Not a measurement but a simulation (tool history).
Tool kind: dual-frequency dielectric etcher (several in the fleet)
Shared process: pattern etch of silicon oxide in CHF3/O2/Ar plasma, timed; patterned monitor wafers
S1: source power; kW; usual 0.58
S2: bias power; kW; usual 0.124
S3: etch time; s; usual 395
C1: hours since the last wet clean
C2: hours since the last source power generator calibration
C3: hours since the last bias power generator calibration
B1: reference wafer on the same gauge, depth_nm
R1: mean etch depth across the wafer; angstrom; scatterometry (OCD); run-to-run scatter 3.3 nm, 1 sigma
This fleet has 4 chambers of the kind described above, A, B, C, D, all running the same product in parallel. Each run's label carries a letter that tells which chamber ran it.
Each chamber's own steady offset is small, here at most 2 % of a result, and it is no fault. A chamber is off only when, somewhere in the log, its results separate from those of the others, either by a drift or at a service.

run	day	S1	S2	S3	C1	C2	C3	B1	R1
1B	0.25	0.58	0.124	395	490.3	2894.2	1818.4	781.3	6779.6
2D	0.617	0.58	0.124	395	427.7	127.9	422.4	780.79	6779.7
3A	0.883	0.58	0.124	395	292.9	4654.8	3531.3	781.5	6885.6
4C	1.158	0.58	0.124	395	158.4	1994.7	3910.8	780.36	6745.1
# day 1.175: chamber B: wet clean of the chamber
5B	1.4	0.58	0.124	395	5.5	2921.8	1846	782.04	6775.4
# day 1.646: chamber A: source power generator calibrated
6A	1.758	0.58	0.124	395	313.9	2.7	3552.3	780.79	6822.1
7D	2.088	0.58	0.124	395	463	163.2	457.7	780.48	6770.3
8C	2.329	0.58	0.124	395	186.5	2022.8	3938.9	780.74	6796.6
9C	2.604	0.52	0.124	395	193.1	2029.4	3945.5	780.89	6479
# day 2.912: chamber B: bias power generator calibrated
10B	2.962	0.52	0.124	395	43	2959.3	1.2	781.49	6493.1
11D	3.225	0.52	0.124	395	490.3	190.5	485	780.47	6492.5
12A	3.638	0.52	0.124	395	359	47.8	3597.4	781.42	6642.1
13A	3.833	0.58	0.124	395	363.7	52.5	3602.1	781.26	6914.1
14C	4.146	0.58	0.124	395	230.1	2066.4	3982.5	781.8	6743.4
15D	4.521	0.58	0.124	395	521.4	221.6	516.1	781.02	6851.6
16B	4.833	0.58	0.124	395	87.9	3004.2	46.1	781.08	6777
17D	5.033	0.58	0.124	395	533.7	233.9	528.4	781.6	6814.3
18B	5.304	0.58	0.124	435.5	99.2	3015.5	57.4	781.25	7462.4
19A	5.621	0.58	0.124	435.5	406.6	95.4	3645	781.01	7710.8
20C	5.962	0.58	0.124	435.5	273.7	2110	4026.1	780.62	7425.5
21A	6.317	0.58	0.124	435.5	423.3	112.1	3661.7	780.92	7715.8
# day 6.375: chamber D: wet clean of the chamber
22C	6.604	0.58	0.124	395	289.1	2125.4	4041.5	780.63	6773.4
23D	6.996	0.58	0.124	395	15	281	575.5	780.29	6814.3
24B	7.354	0.58	0.124	395	148.4	3064.7	106.6	782.09	6794.5
25B	7.692	0.58	0.124	395	156.5	3072.8	114.7	782.12	6776.6
26A	8.058	0.58	0.124	395	465.1	153.9	3703.5	781.04	7130.4
27D	8.45	0.58	0.124	319.5	49.9	315.9	610.4	781.1	5488.5
28C	8.638	0.58	0.124	319.5	337.9	2174.2	4090.3	780.01	5428.9

For the next run the whole fleet of 4 chambers uses the same settings. Give each chamber's results:
29A	8.942	0.58	0.139	395					?
29B	8.942	0.58	0.139	395					?
29C	8.942	0.58	0.139	395					?
29D	8.942	0.58	0.139	395					?

run	R1
29A	7383.1
29B	6990.8
29C	7043.3
29D	7007.6
